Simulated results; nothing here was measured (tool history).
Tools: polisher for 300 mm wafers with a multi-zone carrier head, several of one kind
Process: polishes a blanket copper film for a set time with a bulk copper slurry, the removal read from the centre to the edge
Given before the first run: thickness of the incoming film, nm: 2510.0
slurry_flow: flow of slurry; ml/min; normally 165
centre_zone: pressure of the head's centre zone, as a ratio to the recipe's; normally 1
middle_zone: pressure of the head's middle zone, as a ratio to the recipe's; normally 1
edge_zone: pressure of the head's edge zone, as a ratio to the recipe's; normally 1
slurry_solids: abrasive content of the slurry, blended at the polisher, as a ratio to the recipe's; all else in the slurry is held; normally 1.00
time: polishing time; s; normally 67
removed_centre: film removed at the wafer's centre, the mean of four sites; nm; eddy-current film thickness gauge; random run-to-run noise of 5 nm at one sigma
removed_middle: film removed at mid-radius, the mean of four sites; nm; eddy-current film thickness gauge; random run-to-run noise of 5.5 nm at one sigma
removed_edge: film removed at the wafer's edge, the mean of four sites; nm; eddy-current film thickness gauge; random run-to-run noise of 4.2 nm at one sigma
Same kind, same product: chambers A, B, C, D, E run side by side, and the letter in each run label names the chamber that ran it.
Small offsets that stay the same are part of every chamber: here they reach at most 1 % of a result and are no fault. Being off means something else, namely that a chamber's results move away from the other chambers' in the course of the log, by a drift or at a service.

{"run": "1B", "day": 0.317, "slurry_flow": 165, "centre_zone": 1, "middle_zone": 1, "edge_zone": 1, "slurry_solids": 1.0, "time": 67, "removed_centre": 451.05, "removed_middle": 457.06, "removed_edge": 455.8}
{"day": 0.388, "done": "chamber B: worn pad replaced by a new one"}
{"day": 0.675, "done": "chamber A: worn pad replaced by a new one"}
{"run": "2C", "day": 0.854, "slurry_flow": 165, "centre_zone": 1, "middle_zone": 1, "edge_zone": 1, "slurry_solids": 1.0, "time": 67, "removed_centre": 451.54, "removed_middle": 437.27, "removed_edge": 441.97}
{"run": "3E", "day": 1.346, "slurry_flow": 165, "centre_zone": 1, "middle_zone": 1, "edge_zone": 1, "slurry_solids": 1.0, "time": 67, "removed_centre": 454.9, "removed_middle": 441.06, "removed_edge": 450.91}
{"run": "4A", "day": 1.683, "slurry_flow": 165, "centre_zone": 1, "middle_zone": 1, "edge_zone": 1, "slurry_solids": 1.0, "time": 67, "removed_centre": 444.61, "removed_middle": 461.0, "removed_edge": 445.29}
{"day": 1.95, "done": "chamber C: worn pad replaced by a new one"}
{"run": "5D", "day": 1.958, "slurry_flow": 165, "centre_zone": 1, "middle_zone": 1, "edge_zone": 1, "slurry_solids": 1.0, "time": 67, "removed_centre": 458.34, "removed_middle": 449.99, "removed_edge": 453.64}
{"day": 2.175, "done": "chamber D: worn pad replaced by a new one"}
{"run": "6D", "day": 2.525, "slurry_flow": 165, "centre_zone": 1, "middle_zone": 1, "edge_zone": 1, "slurry_solids": 1.0, "time": 67, "removed_centre": 447.59, "removed_middle": 449.51, "removed_edge": 453.57}
{"run": "7C", "day": 2.85, "slurry_flow": 165, "centre_zone": 1, "middle_zone": 1, "edge_zone": 1, "slurry_solids": 1.0, "time": 67, "removed_centre": 459.13, "removed_middle": 445.25, "removed_edge": 456.97}
{"day": 3.004, "done": "chamber A: worn pad replaced by a new one"}
{"day": 3.029, "done": "chamber B: worn pad replaced by a new one"}
{"run": "8B", "day": 3.312, "slurry_flow": 205, "centre_zone": 1, "middle_zone": 1, "edge_zone": 1, "slurry_solids": 1.0, "time": 55, "removed_centre": 384.95, "removed_middle": 386.25, "removed_edge": 386.45}
{"run": "9E", "day": 3.862, "slurry_flow": 205, "centre_zone": 1, "middle_zone": 1, "edge_zone": 1, "slurry_solids": 1.0, "time": 55, "removed_centre": 380.34, "removed_middle": 377.94, "removed_edge": 377.65}
{"run": "10A", "day": 4.212, "slurry_flow": 205, "centre_zone": 1, "middle_zone": 1, "edge_zone": 1, "slurry_solids": 1.0, "time": 55, "removed_centre": 374.61, "removed_middle": 378.74, "removed_edge": 372.77}
{"day": 4.446, "done": "chamber E: centre zone pressure recalibrated"}
{"day": 4.521, "done": "chamber C: worn pad replaced by a new one"}
{"run": "11A", "day": 4.708, "slurry_flow": 205, "centre_zone": 1, "middle_zone": 1, "edge_zone": 1, "slurry_solids": 1.0, "time": 55, "removed_centre": 382.59, "removed_middle": 372.98, "removed_edge": 374.17}
{"run": "12C", "day": 5.088, "slurry_flow": 205, "centre_zone": 1, "middle_zone": 1, "edge_zone": 1, "slurry_solids": 1.0, "time": 55, "removed_centre": 382.24, "removed_middle": 371.75, "removed_edge": 381.04}
{"day": 5.375, "done": "chamber D: worn pad replaced by a new one"}
{"day": 5.404, "done": "chamber B: worn pad replaced by a new one"}
{"run": "13E", "day": 5.571, "slurry_flow": 165, "centre_zone": 1, "middle_zone": 1, "edge_zone": 1, "slurry_solids": 1.0, "time": 67, "removed_centre": 436.37, "removed_middle": 440.74, "removed_edge": 447.62}
{"day": 5.575, "done": "chamber D: slurry nozzle cleaned"}
{"day": 5.738, "done": "chamber A: worn pad replaced by a new one"}
{"run": "14D", "day": 5.942, "slurry_flow": 165, "centre_zone": 1, "middle_zone": 1, "edge_zone": 1, "slurry_solids": 1.0, "time": 67, "removed_centre": 447.33, "removed_middle": 441.53, "removed_edge": 450.48}
{"run": "15B", "day": 6.288, "slurry_flow": 165, "centre_zone": 1, "middle_zone": 1, "edge_zone": 1, "slurry_solids": 1.0, "time": 67, "removed_centre": 437.58, "removed_middle": 445.57, "removed_edge": 455.39}
{"day": 6.367, "done": "chamber D: edge zone pressure recalibrated"}
{"run": "16C", "day": 6.654, "slurry_flow": 165, "centre_zone": 1, "middle_zone": 1, "edge_zone": 1, "slurry_solids": 1.0, "time": 67, "removed_centre": 443.68, "removed_middle": 448.19, "removed_edge": 444.74}
{"day": 6.854, "done": "chamber C: worn pad replaced by a new one"}
{"run": "17B", "day": 6.954, "slurry_flow": 165, "centre_zone": 1, "middle_zone": 1, "edge_zone": 1, "slurry_solids": 1.0, "time": 67, "removed_centre": 437.89, "removed_middle": 457.45, "removed_edge": 459.35}
{"run": "18A", "day": 7.496, "slurry_flow": 165, "centre_zone": 1, "middle_zone": 1, "edge_zone": 1, "slurry_solids": 1.0, "time": 67, "removed_centre": 441.27, "removed_middle": 451.01, "removed_edge": 444.16}
{"day": 7.704, "done": "chamber B: worn pad replaced by a new one"}
{"day": 8.042, "done": "chamber D: worn pad replaced by a new one"}
{"run": "19D", "day": 8.054, "slurry_flow": 165, "centre_zone": 1, "middle_zone": 1, "edge_zone": 1, "slurry_solids": 1.0, "time": 67, "removed_centre": 448.66, "removed_middle": 451.69, "removed_edge": 460.4}
{"run": "20E", "day": 8.367, "slurry_flow": 165, "centre_zone": 1, "middle_zone": 1, "edge_zone": 1, "slurry_solids": 1.0, "time": 67, "removed_centre": 438.9, "removed_middle": 432.98, "removed_edge": 440.25}
{"day": 8.496, "done": "chamber A: worn pad replaced by a new one"}
{"day": 8.775, "done": "chamber A: centre zone pressure recalibrated"}
{"run": "21C", "day": 8.958, "slurry_flow": 165, "centre_zone": 1, "middle_zone": 1, "edge_zone": 1, "slurry_solids": 1.0, "time": 67, "removed_centre": 452.69, "removed_middle": 442.6, "removed_edge": 450.59}
{"run": "22B", "day": 9.433, "slurry_flow": 165, "centre_zone": 1, "middle_zone": 1, "edge_zone": 1, "slurry_solids": 1.0, "time": 67, "removed_centre": 445.08, "removed_middle": 445.08, "removed_edge": 454.05}
{"day": 9.646, "done": "chamber C: centre zone pressure recalibrated"}
{"day": 9.742, "done": "chamber C: worn pad replaced by a new one"}
{"run": "23A", "day": 9.796, "slurry_flow": 165, "centre_zone": 1, "middle_zone": 1, "edge_zone": 1, "slurry_solids": 1.0, "time": 67, "removed_centre": 448.72, "removed_middle": 455.56, "removed_edge": 438.14}
{"run": "24D", "day": 10.225, "slurry_flow": 165, "centre_zone": 1, "middle_zone": 1, "edge_zone": 1, "slurry_solids": 1.0, "time": 67, "removed_centre": 445.98, "removed_middle": 440.04, "removed_edge": 446.51}
{"day": 10.625, "done": "chamber B: worn pad replaced by a new one"}
{"run": "25E", "day": 10.729, "slurry_flow": 165, "centre_zone": 1, "middle_zone": 1, "edge_zone": 1, "slurry_solids": 1.0, "time": 67, "removed_centre": 434.19, "removed_middle": 427.83, "removed_edge": 422.98}
{"day": 10.767, "done": "chamber A: slurry nozzle cleaned"}
{"day": 10.85, "done": "chamber A: worn pad replaced by a new one"}
{"day": 10.888, "done": "chamber D: worn pad replaced by a new one"}
{"run": "26B", "day": 11.125, "slurry_flow": 165, "centre_zone": 1, "middle_zone": 1, "edge_zone": 1, "slurry_solids": 1.0, "time": 67, "removed_centre": 453.65, "removed_middle": 445.6, "removed_edge": 459.09}
{"run": "27C", "day": 11.429, "slurry_flow": 165, "centre_zone": 1, "middle_zone": 1, "edge_zone": 1, "slurry_solids": 1.0, "time": 67, "removed_centre": 450.8, "removed_middle": 438.73, "removed_edge": 446.23}
{"day": 11.488, "done": "chamber A: edge zone pressure recalibrated"}
{"day": 11.808, "done": "chamber B: slurry nozzle cleaned"}
{"run": "28A", "day": 11.821, "slurry_flow": 165, "centre_zone": 1, "middle_zone": 1, "edge_zone": 1, "slurry_solids": 1.0, "time": 67, "removed_centre": 453.91, "removed_middle": 448.22, "removed_edge": 449.23}
{"run": "29D", "day": 12.238, "slurry_flow": 165, "centre_zone": 1, "middle_zone": 1, "edge_zone": 1, "slurry_solids": 0.8, "time": 67, "removed_centre": 423.31, "removed_middle": 424.97, "removed_edge": 439.36}
{"run": "30E", "day": 12.779, "slurry_flow": 165, "centre_zone": 1, "middle_zone": 1, "edge_zone": 1, "slurry_solids": 0.8, "time": 67, "removed_centre": 393.44, "removed_middle": 395.16, "removed_edge": 401.41}
{"run": "31B", "day": 13.412, "slurry_flow": 165, "centre_zone": 1, "middle_zone": 1, "edge_zone": 1, "slurry_solids": 0.8, "time": 67, "removed_centre": 423.93, "removed_middle": 424.73, "removed_edge": 431.04}

Predict what each chamber gives when all 5 of them run the settings below next.
{"run": "32A", "day": 13.862, "slurry_flow": 165, "centre_zone": 1, "middle_zone": 1, "edge_zone": 1, "slurry_solids": 0.75, "time": 67, "removed_centre": "?", "removed_middle": "?", "removed_edge": "?"}
{"run": "32B", "day": 13.862, "slurry_flow": 165, "centre_zone": 1, "middle_zone": 1, "edge_zone": 1, "slurry_solids": 0.75, "time": 67, "removed_centre": "?", "removed_middle": "?", "removed_edge": "?"}
{"run": "32C", "day": 13.862, "slurry_flow": 165, "centre_zone": 1, "middle_zone": 1, "edge_zone": 1, "slurry_solids": 0.75, "time": 67, "removed_centre": "?", "removed_middle": "?", "removed_edge": "?"}
{"run": "32D", "day": 13.862, "slurry_flow": 165, "centre_zone": 1, "middle_zone": 1, "edge_zone": 1, "slurry_solids": 0.75, "time": 67, "removed_centre": "?", "removed_middle": "?", "removed_edge": "?"}
{"run": "32E", "day": 13.862, "slurry_flow": 165, "centre_zone": 1, "middle_zone": 1, "edge_zone": 1, "slurry_solids": 0.75, "time": 67, "removed_centre": "?", "removed_middle": "?", "removed_edge": "?"}

run=32A removed_centre=418.31 removed_middle=425.67 removed_edge=416.86
run=32B removed_centre=420.32 removed_middle=419.90 removed_edge=425.08
run=32C removed_centre=425.43 removed_middle=414.94 removed_edge=423.41
run=32D removed_centre=420.52 removed_middle=421.77 removed_edge=423.34
run=32E removed_centre=396.06 removed_middle=395.52 removed_edge=391.09
